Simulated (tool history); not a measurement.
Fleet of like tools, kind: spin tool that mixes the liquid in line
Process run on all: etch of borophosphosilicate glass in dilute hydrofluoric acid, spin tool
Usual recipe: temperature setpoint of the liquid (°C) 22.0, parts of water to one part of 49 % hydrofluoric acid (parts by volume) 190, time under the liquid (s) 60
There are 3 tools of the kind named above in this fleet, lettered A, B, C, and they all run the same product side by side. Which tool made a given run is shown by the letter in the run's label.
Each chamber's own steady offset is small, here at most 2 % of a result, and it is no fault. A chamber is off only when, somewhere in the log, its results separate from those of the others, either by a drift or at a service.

run   hour  temperature setpoint of the liquid (°C)  parts of water to one part of 49 % hydrofluoric acid (parts by volume)  time under the liquid (s)  hours since the thermometer was replaced  hours since the hydrofluoric acid flow meter was replaced  read-back film thickness of the borophosphosilicate glass reference wafer, read on the same gauge (nm)  thickness taken off the borophosphosilicate glass on a monitor wafer (angstrom)
 1C    6.7                                     22.0                                                                     190                         60                                    1032.9                                                     1006.7                                                                                                  80.037                                                                          109.180
 2A   18.2                                     22.0                                                                     190                         60                                     486.6                                                     1837.1                                                                                                  80.013                                                                          110.430
      25.1  -- chamber C: hydrofluoric acid flow meter replaced
 3B   26.3                                     22.0                                                                     190                         60                                     428.1                                                     1199.3                                                                                                  80.009                                                                          110.720
 4B   36.0                                     22.0                                                                     190                         60                                     437.8                                                     1209.0                                                                                                  79.995                                                                          111.910
 5A   48.0                                     22.0                                                                     190                         60                                     516.4                                                     1866.9                                                                                                  80.013                                                                          108.660
 6C   59.7                                     22.0                                                                     190                         60                                    1085.9                                                       34.7                                                                                                  79.957                                                                          107.570
 7C   68.4                                     22.0                                                                     190                         60                                    1094.6                                                       43.4                                                                                                  80.021                                                                          107.760
      71.1  -- chamber A: hydrofluoric acid flow meter replaced
 8A   78.8                                     22.0                                                                     190                         60                                     547.2                                                        7.8                                                                                                  80.006                                                                          110.900
 9B   86.0                                     22.0                                                                     190                         60                                     487.8                                                     1259.0                                                                                                  79.986                                                                          113.510
10C   97.5                                     22.0                                                                     190                         60                                    1123.7                                                       72.5                                                                                                  80.029                                                                          108.240
11B  103.9                                     18.5                                                                     280                         60                                     505.7                                                     1276.9                                                                                                  79.981                                                                           61.262
12A  113.8                                     18.5                                                                     280                         60                                     582.2                                                       42.8                                                                                                  80.000                                                                           59.458
13A  124.3                                     18.5                                                                     280                         60                                     592.7                                                       53.3                                                                                                  79.991                                                                           60.259
14B  131.2                                     22.0                                                                     190                         60                                     533.0                                                     1304.2                                                                                                  80.015                                                                          110.900
15C  137.2                                     22.0                                                                     190                         60                                    1163.4                                                      112.2                                                                                                  79.963                                                                          107.720
16B  146.8                                     22.0                                                                     190                         60                                     548.6                                                     1319.8                                                                                                  79.994                                                                          111.880
17A  158.8                                     22.0                                                                     190                         60                                     627.2                                                       87.8                                                                                                  79.989                                                                          109.900
18C  171.3                                     22.0                                                                     190                         60                                    1197.5                                                      146.3                                                                                                  80.009                                                                          107.260
19A  182.5                                     22.0                                                                     190                         60                                     650.9                                                      111.5                                                                                                  79.991                                                                          109.890
20B  191.9                                     22.0                                                                     190                         60                                     593.7                                                     1364.9                                                                                                  80.041                                                                          111.120
21C  199.2                                     22.0                                                                     190                         60                                    1225.4                                                      174.2                                                                                                  79.985                                                                          109.250
22C  205.7                                     22.0                                                                     190                         60                                    1231.9                                                      180.7                                                                                                  80.003                                                                          109.290
23B  214.8                                     22.0                                                                     190                         60                                     616.6                                                     1387.8                                                                                                  80.005                                                                          111.460
24A  220.8                                     22.0                                                                     190                         60                                     689.2                                                      149.8                                                                                                  79.988                                                                          110.400
25C  232.2                                     22.0                                                                     190                         60                                    1258.4                                                      207.2                                                                                                  79.995                                                                          108.260
26A  244.6                                     22.0                                                                     190                         60                                     713.0                                                      173.6                                                                                                  80.004                                                                          110.710
27B  254.2                                     22.0                                                                     190                         60                                     656.0                                                     1427.2                                                                                                  80.006                                                                          112.660
28C  263.8                                     22.0                                                                     190                         60                                    1290.0                                                      238.8                                                                                                  79.985                                                                          108.760
29B  274.1                                     22.0                                                                     190                         60                                     675.9                                                     1447.1                                                                                                  79.963                                                                          111.540
30A  283.9                                     22.0                                                                     190                         60                                     752.3                                                      212.9                                                                                                  80.027                                                                          109.580
31A  294.8                                     22.0                                                                     190                         60                                     763.2                                                      223.8                                                                                                  80.037                                                                          110.270
     300.4  -- chamber A: thermometer replaced
32B  303.9                                     22.0                                                                     190                         60                                     705.7                                                     1476.9                                                                                                  80.029                                                                          111.920
     312.9  -- chamber B: hydrofluoric acid flow meter replaced
33C  313.8                                     22.0                                                                     190                         60                                    1340.0                                                      288.8                                                                                                  79.985                                                                          108.150
34A  320.6                                     22.0                                                                     190                         60                                      20.2                                                      249.6                                                                                                  79.985                                                                          109.460
35C  329.4                                     22.0                                                                     190                         60                                    1355.6                                                      304.4                                                                                                  79.975                                                                          107.510
36B  338.3                                     22.0                                                                     140                         60                                     740.1                                                       25.5                                                                                                  79.994                                                                          158.560
37A  350.6                                     22.0                                                                     140                         60                                      50.2                                                      279.6                                                                                                  79.992                                                                          155.730
     358.0  -- chamber B: thermometer replaced
38C  362.8                                     22.0                                                                     140                         60                                    1389.0                                                      337.8                                                                                                  80.001                                                                          153.910
39B  370.1                                     22.0                                                                     235                         60                                      12.1                                                       57.3                                                                                                  79.993                                                                           85.577
40A  382.7                                     22.0                                                                     235                         60                                      82.3                                                      311.7                                                                                                  79.992                                                                           85.960

Next, all 3 chambers run the settings below, one line each with question marks for the results. What does each chamber give?
41A  392.0                                     24.0                                                                     190                         60                                                                                                                                                                                                                                                                                             ?
41B  392.0                                     24.0                                                                     190                         60                                                                                                                                                                                                                                                                                             ?
41C  392.0                                     24.0                                                                     190                         60                                                                                                                                                                                                                                                                                             ?

run  thickness taken off the borophosphosilicate glass on a monitor wafer (angstrom)
41A                                                                          118.880
41B                                                                          119.840
41C                                                                          116.660
